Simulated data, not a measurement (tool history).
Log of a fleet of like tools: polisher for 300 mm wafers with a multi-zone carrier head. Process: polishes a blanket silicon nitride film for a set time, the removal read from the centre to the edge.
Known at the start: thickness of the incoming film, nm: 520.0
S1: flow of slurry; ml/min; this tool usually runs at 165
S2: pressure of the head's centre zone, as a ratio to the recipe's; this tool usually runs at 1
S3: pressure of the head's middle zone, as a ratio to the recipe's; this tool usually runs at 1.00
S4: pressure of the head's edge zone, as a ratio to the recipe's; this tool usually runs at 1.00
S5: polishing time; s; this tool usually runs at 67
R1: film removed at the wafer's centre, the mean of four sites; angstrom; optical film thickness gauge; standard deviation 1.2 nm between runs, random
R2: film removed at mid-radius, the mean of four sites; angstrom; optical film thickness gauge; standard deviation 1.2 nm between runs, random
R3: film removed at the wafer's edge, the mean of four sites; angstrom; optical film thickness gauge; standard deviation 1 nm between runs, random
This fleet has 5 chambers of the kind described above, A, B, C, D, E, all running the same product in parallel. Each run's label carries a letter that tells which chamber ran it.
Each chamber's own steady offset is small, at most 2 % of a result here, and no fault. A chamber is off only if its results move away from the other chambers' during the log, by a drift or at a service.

run 1A day=0.371 | S1=165 S2=1 S3=1.00 S4=1.00 S5=67 | R1=1148.3 R2=1152.30 R3=1157.1
run 2C day=0.938 | S1=165 S2=1 S3=1.00 S4=1.00 S5=67 | R1=1115.5 R2=1125.90 R3=1149.2
-- day=1.196 chamber D: worn pad replaced by a new one
-- day=1.471 chamber C: worn pad replaced by a new one
run 3B day=1.508 | S1=165 S2=1 S3=1.00 S4=1.00 S5=67 | R1=1131.0 R2=1138.80 R3=1128.8
-- day=2.038 chamber B: worn pad replaced by a new one
run 4E day=2.142 | S1=165 S2=1 S3=1.00 S4=1.00 S5=67 | R1=1102.3 R2=1146.80 R3=1124.8
-- day=2.562 chamber E: worn pad replaced by a new one
run 5D day=2.708 | S1=165 S2=1 S3=1.00 S4=1.00 S5=67 | R1=1132.5 R2=1143.90 R3=1121.3
-- day=3.121 chamber E: slurry nozzle cleaned
-- day=3.183 chamber A: worn pad replaced by a new one
run 6E day=3.204 | S1=165 S2=1 S3=1.06 S4=1.00 S5=67 | R1=1132.5 R2=1210.20 R3=1147.2
run 7A day=3.721 | S1=165 S2=1 S3=1.06 S4=1.00 S5=67 | R1=1156.0 R2=1199.50 R3=1153.2
run 8C day=4.279 | S1=165 S2=1 S3=1.06 S4=1.00 S5=67 | R1=1169.2 R2=1188.00 R3=1128.1
run 9B day=4.754 | S1=165 S2=1 S3=1.06 S4=1.00 S5=67 | R1=1131.1 R2=1225.30 R3=1119.1
run 10D day=5.338 | S1=165 S2=1 S3=1.06 S4=1.00 S5=67 | R1=1146.7 R2=1211.40 R3=1122.8
-- day=5.396 chamber D: slurry nozzle cleaned
-- day=5.604 chamber D: worn pad replaced by a new one
run 11D day=5.646 | S1=165 S2=1 S3=1.00 S4=1.04 S5=89 | R1=1504.4 R2=1506.60 R3=1541.2
-- day=5.842 chamber C: worn pad replaced by a new one
run 12A day=6.012 | S1=165 S2=1 S3=1.00 S4=1.04 S5=89 | R1=1519.0 R2=1543.60 R3=1572.7
-- day=6.071 chamber B: worn pad replaced by a new one
-- day=6.104 chamber C: centre zone pressure recalibrated
run 13B day=6.558 | S1=165 S2=1 S3=1.00 S4=1.04 S5=89 | R1=1491.6 R2=1546.00 R3=1516.0
-- day=6.567 chamber B: slurry nozzle cleaned
-- day=6.588 chamber E: worn pad replaced by a new one
-- day=6.933 chamber A: edge zone pressure recalibrated
run 14E day=6.950 | S1=165 S2=1 S3=1.00 S4=1.04 S5=89 | R1=1485.9 R2=1521.50 R3=1555.8
run 15C day=7.608 | S1=165 S2=1 S3=1.00 S4=1.04 S5=89 | R1=1504.0 R2=1508.20 R3=1517.1
-- day=7.783 chamber A: worn pad replaced by a new one
run 16A day=7.988 | S1=165 S2=1 S3=1.00 S4=1.00 S5=67 | R1=1165.4 R2=1143.70 R3=1166.6
run 17E day=8.333 | S1=165 S2=1 S3=1.00 S4=1.00 S5=67 | R1=1119.7 R2=1139.90 R3=1141.1
run 18C day=8.888 | S1=165 S2=1 S3=1.00 S4=1.00 S5=67 | R1=1138.7 R2=1146.10 R3=1123.9
-- day=9.096 chamber C: slurry nozzle cleaned
run 19B day=9.296 | S1=165 S2=1 S3=1.00 S4=1.00 S5=67 | R1=1140.3 R2=1168.90 R3=1110.4
-- day=9.304 chamber D: worn pad replaced by a new one
-- day=9.429 chamber A: centre zone pressure recalibrated
run 20D day=9.721 | S1=165 S2=1 S3=1.00 S4=1.00 S5=67 | R1=1152.7 R2=1148.00 R3=1129.9
-- day=9.983 chamber C: worn pad replaced by a new one
run 21D day=10.058 | S1=165 S2=1 S3=1.00 S4=1.00 S5=67 | R1=1150.1 R2=1127.70 R3=1155.8
-- day=10.175 chamber B: worn pad replaced by a new one
-- day=10.429 chamber E: worn pad replaced by a new one
run 22E day=10.592 | S1=165 S2=1 S3=1.00 S4=1.00 S5=67 | R1=1131.9 R2=1160.00 R3=1120.2
run 23A day=11.204 | S1=165 S2=1 S3=1.00 S4=1.00 S5=67 | R1=1144.9 R2=1131.30 R3=1133.0
-- day=11.358 chamber A: worn pad replaced by a new one
run 24C day=11.679 | S1=165 S2=1 S3=1.00 S4=1.00 S5=67 | R1=1168.4 R2=1160.10 R3=1138.5
run 25B day=12.258 | S1=165 S2=1 S3=1.00 S4=1.00 S5=67 | R1=1142.0 R2=1132.80 R3=1119.8
run 26C day=12.604 | S1=165 S2=1 S3=1.00 S4=1.00 S5=67 | R1=1130.5 R2=1123.60 R3=1131.8
-- day=12.792 chamber E: centre zone pressure recalibrated
run 27E day=13.167 | S1=165 S2=1 S3=1.00 S4=1.00 S5=67 | R1=1267.0 R2=1142.70 R3=1153.1
run 28B day=13.488 | S1=165 S2=1 S3=1.00 S4=1.00 S5=67 | R1=1151.1 R2=1157.50 R3=1128.8
-- day=13.588 chamber C: worn pad replaced by a new one
-- day=13.608 chamber D: worn pad replaced by a new one
-- day=14.038 chamber B: worn pad replaced by a new one
run 29D day=14.129 | S1=165 S2=1 S3=1.00 S4=1.00 S5=67 | R1=1133.6 R2=1142.30 R3=1126.3
run 30A day=14.579 | S1=165 S2=1 S3=1.00 S4=1.00 S5=67 | R1=1140.4 R2=1159.50 R3=1145.0
run 31E day=15.029 | S1=165 S2=1 S3=1.00 S4=1.00 S5=67 | R1=1270.4 R2=1148.50 R3=1130.4
-- day=15.150 chamber E: worn pad replaced by a new one
-- day=15.279 chamber A: slurry nozzle cleaned
-- day=15.417 chamber D: slurry nozzle cleaned
-- day=15.662 chamber A: worn pad replaced by a new one
run 32B day=15.683 | S1=165 S2=1 S3=1.00 S4=1.00 S5=67 | R1=1146.5 R2=1135.90 R3=1130.4
run 33D day=15.983 | S1=165 S2=1 S3=1.00 S4=1.00 S5=67 | R1=1131.5 R2=1148.20 R3=1119.0
run 34A day=16.533 | S1=165 S2=1 S3=1.00 S4=1.00 S5=67 | R1=1148.6 R2=1152.20 R3=1143.4
-- day=16.596 chamber E: edge zone pressure recalibrated
run 35C day=16.871 | S1=165 S2=1 S3=1.00 S4=1.00 S5=67 | R1=1148.1 R2=1159.00 R3=1130.1
-- day=17.058 chamber B: edge zone pressure recalibrated
-- day=17.204 chamber C: worn pad replaced by a new one
run 36D day=17.433 | S1=165 S2=1 S3=1.00 S4=1.00 S5=67 | R1=1103.0 R2=1156.80 R3=1124.0
-- day=17.879 chamber B: worn pad replaced by a new one
run 37C day=17.996 | S1=130 S2=1 S3=0.90 S4=1.00 S5=67 | R1=1095.1 R2=992.31 R3=1085.8
run 38E day=18.512 | S1=130 S2=1 S3=0.90 S4=1.00 S5=67 | R1=1170.3 R2=985.82 R3=1119.4
run 39B day=19.054 | S1=130 S2=1 S3=0.90 S4=1.00 S5=67 | R1=1098.0 R2=994.30 R3=1065.6
-- day=19.271 chamber E: worn pad replaced by a new one
run 40A day=19.438 | S1=130 S2=1 S3=0.90 S4=1.00 S5=67 | R1=1078.8 R2=1012.70 R3=1120.8
run 41C day=19.888 | S1=130 S2=1 S3=0.90 S4=1.00 S5=67 | R1=1081.9 R2=976.51 R3=1092.0
-- day=20.450 chamber E: slurry nozzle cleaned
run 42E day=20.521 | S1=165 S2=1 S3=1.00 S4=1.00 S5=67 | R1=1282.4 R2=1133.00 R3=1141.3

Next, all 5 chambers run the settings below, one line each with question marks for the results. What does each chamber give?
run 43A day=21.000 | S1=165 S2=1 S3=1.00 S4=1.00 S5=67 | R1=? R2=? R3=?
run 43B day=21.000 | S1=165 S2=1 S3=1.00 S4=1.00 S5=67 | R1=? R2=? R3=?
run 43C day=21.000 | S1=165 S2=1 S3=1.00 S4=1.00 S5=67 | R1=? R2=? R3=?
run 43D day=21.000 | S1=165 S2=1 S3=1.00 S4=1.00 S5=67 | R1=? R2=? R3=?
run 43E day=21.000 | S1=165 S2=1 S3=1.00 S4=1.00 S5=67 | R1=? R2=? R3=?

run=43A R1=1134.9 R2=1147.90 R3=1157.9
run=43B R1=1157.9 R2=1166.40 R3=1121.5
run=43C R1=1130.6 R2=1134.60 R3=1138.8
run=43D R1=1120.5 R2=1170.90 R3=1143.5
run=43E R1=1246.0 R2=1146.00 R3=1143.9
